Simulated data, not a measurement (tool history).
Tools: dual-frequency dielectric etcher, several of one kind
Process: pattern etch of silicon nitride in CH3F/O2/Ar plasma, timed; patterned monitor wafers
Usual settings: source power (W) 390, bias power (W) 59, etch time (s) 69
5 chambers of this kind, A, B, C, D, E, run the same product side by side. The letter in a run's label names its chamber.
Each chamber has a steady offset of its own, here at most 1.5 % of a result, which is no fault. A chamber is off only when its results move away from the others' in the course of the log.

run   hour  source power (W)  bias power (W)  etch time (s)  read-back reference wafer on the same gauge, depth_nm  mean etch depth across the wafer (angstrom)
 1D    9.6               390              59             69                                                  47.08                                       452.72
 2C   14.8               390              59             69                                                 47.114                                       451.91
      22.2  -- chamber D: wet clean of the chamber
 3E   24.4               390              59             69                                                 47.056                                       445.02
 4B   30.6               390              59             69                                                 47.116                                       449.28
 5A   35.6               350              59             50                                                 47.098                                        314.9
 6D   43.5               350              59             50                                                 47.119                                       311.83
 7E   49.4               350              59             50                                                 47.122                                       312.29
 8A   56.5               350              59             50                                                 47.107                                       315.35
 9B   61.9               350              59             50                                                 47.088                                       313.55
      66.3  -- chamber E: source power generator calibrated
10C   68.5               390              59             69                                                 47.089                                       450.82
11A   74.2               390              59             69                                                 47.118                                       449.85
        78  -- chamber A: wet clean of the chamber
12C   79.8               390              59             69                                                   47.1                                       445.88
13B   88.5               390              59             69                                                 47.142                                       450.58
14E   93.6               330              59             59                                                 47.061                                       355.92
15D  101.7               330              59             59                                                 47.102                                       359.16
16A  107.1               330              59             59                                                 47.118                                       364.61
17E  112.2               330              59             59                                                 47.074                                       353.83
18B  118.3               330              59             59                                                 47.101                                        358.9
19D  125.7               390              59             69                                                 47.113                                       450.23
20C  133.1               390              59             69                                                 47.087                                       449.38
21E  138.8               390              59             69                                                 47.084                                       443.09
22C    146               390              59             69                                                 47.123                                       452.82
23B  155.6               330              67             69                                                 47.149                                       440.52
24A  161.5               330              67             69                                                 47.108                                       443.14
25D  167.8               330              67             69                                                 47.094                                       444.03
26B  172.4               330              67             69                                                  47.12                                        444.2
27D  180.1               330              67             69                                                 47.138                                       440.85
28C  185.8               390              59             69                                                 47.105                                       453.08
       191  -- chamber B: wet clean of the chamber
29E  192.4               390              59             69                                                  47.11                                       443.13
30A  199.7               390              59             69                                                  47.08                                       451.62
31E    207               390              59             69                                                 47.124                                       447.97
32D  213.6               390              59             69                                                 47.131                                       450.55
     219.5  -- chamber C: source power generator calibrated
33B  222.2               390              59             69                                                 47.139                                       451.66
34A  229.5               430              59             69                                                 47.087                                       469.83
35C  238.4               430              59             69                                                 47.183                                       466.27

What goes on in this fleet: one chamber off, a drifting gauge, or nothing beyond the chambers' own small offsets? Name the chamber and the cause, if any.

No chamber stands off beyond its own small offset, and the gauge holds steady.
